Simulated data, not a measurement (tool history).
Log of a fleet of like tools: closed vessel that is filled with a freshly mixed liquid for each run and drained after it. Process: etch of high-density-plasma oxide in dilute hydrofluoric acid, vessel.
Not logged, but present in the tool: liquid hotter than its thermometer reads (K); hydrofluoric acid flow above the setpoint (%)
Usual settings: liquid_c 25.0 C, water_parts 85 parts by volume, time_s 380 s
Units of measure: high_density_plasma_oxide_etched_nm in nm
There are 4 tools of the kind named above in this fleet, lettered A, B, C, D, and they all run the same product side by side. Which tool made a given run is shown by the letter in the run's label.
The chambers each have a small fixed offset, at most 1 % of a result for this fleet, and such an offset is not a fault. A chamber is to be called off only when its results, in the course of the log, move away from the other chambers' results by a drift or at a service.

run	hour	liquid_c	water_parts	time_s	hours since the thermometer was replaced	hours since the hydrofluoric acid flow meter was replaced	read-back film thickness of the high-density-plasma oxide reference wafer, read on the same gauge (nm)	high_density_plasma_oxide_etched_nm
1A	14.2	25.0	85	380	2138.9	527.8	100.020	24.320
2D	25.7	25.0	85	380	499.9	287.7	100.000	24.278
3B	38.4	25.0	85	380	1732.8	620.2	99.996	24.440
4C	49.0	25.0	85	380	1203.7	1090.5	100.010	24.371
5A	62.4	25.0	85	380	2187.1	576.0	99.989	24.319
6B	73.0	25.0	85	380	1767.4	654.8	100.000	24.462
7D	84.9	25.0	85	380	559.1	346.9	99.999	24.275
8C	95.7	25.0	85	380	1250.4	1137.2	99.996	24.507
9B	108.5	25.0	85	380	1802.9	690.3	99.979	24.510
10A	118.8	25.0	85	380	2243.5	632.4	100.010	24.319
11D	130.9	25.0	85	380	605.1	392.9	99.968	24.280
12C	142.7	25.0	85	380	1297.4	1184.2	99.997	24.343
13C	155.3	21.5	85	380	1310.0	1196.8	99.981	21.301
14B	170.8	21.5	85	380	1865.2	752.6	100.010	20.926
15D	184.7	21.5	85	380	658.9	446.7	100.030	21.177
16A	195.1	21.5	85	380	2319.8	708.7	100.020	21.121
17C	209.8	25.0	85	380	1364.5	1251.3	99.987	24.841
18A	221.0	25.0	85	380	2345.7	734.6	100.000	24.175
19D	235.2	25.0	85	380	709.4	497.2	99.972	24.347
20B	250.8	25.0	85	380	1945.2	832.6	100.020	24.294
# hour 259.1: chamber A: thermometer replaced
21B	261.7	25.0	85	380	1956.1	843.5	100.010	24.287
22D	274.1	25.0	85	380	748.3	536.1	100.020	24.296
23C	288.6	25.0	85	380	1443.3	1330.1	99.988	25.250
24A	303.9	25.0	125	485	44.8	817.5	100.030	19.804
25C	318.2	25.0	125	485	1472.9	1359.7	99.991	20.821
26D	330.4	25.0	125	485	804.6	592.4	100.030	20.105

Each of the 4 chambers runs these same settings next. Fill in every chamber's results:
27A	342.0	25.0	85	380				?
27B	342.0	25.0	85	380				?
27C	342.0	25.0	85	380				?
27D	342.0	25.0	85	380				?

run	high_density_plasma_oxide_etched_nm
27A	24.220
27B	24.309
27C	25.344
27D	24.376

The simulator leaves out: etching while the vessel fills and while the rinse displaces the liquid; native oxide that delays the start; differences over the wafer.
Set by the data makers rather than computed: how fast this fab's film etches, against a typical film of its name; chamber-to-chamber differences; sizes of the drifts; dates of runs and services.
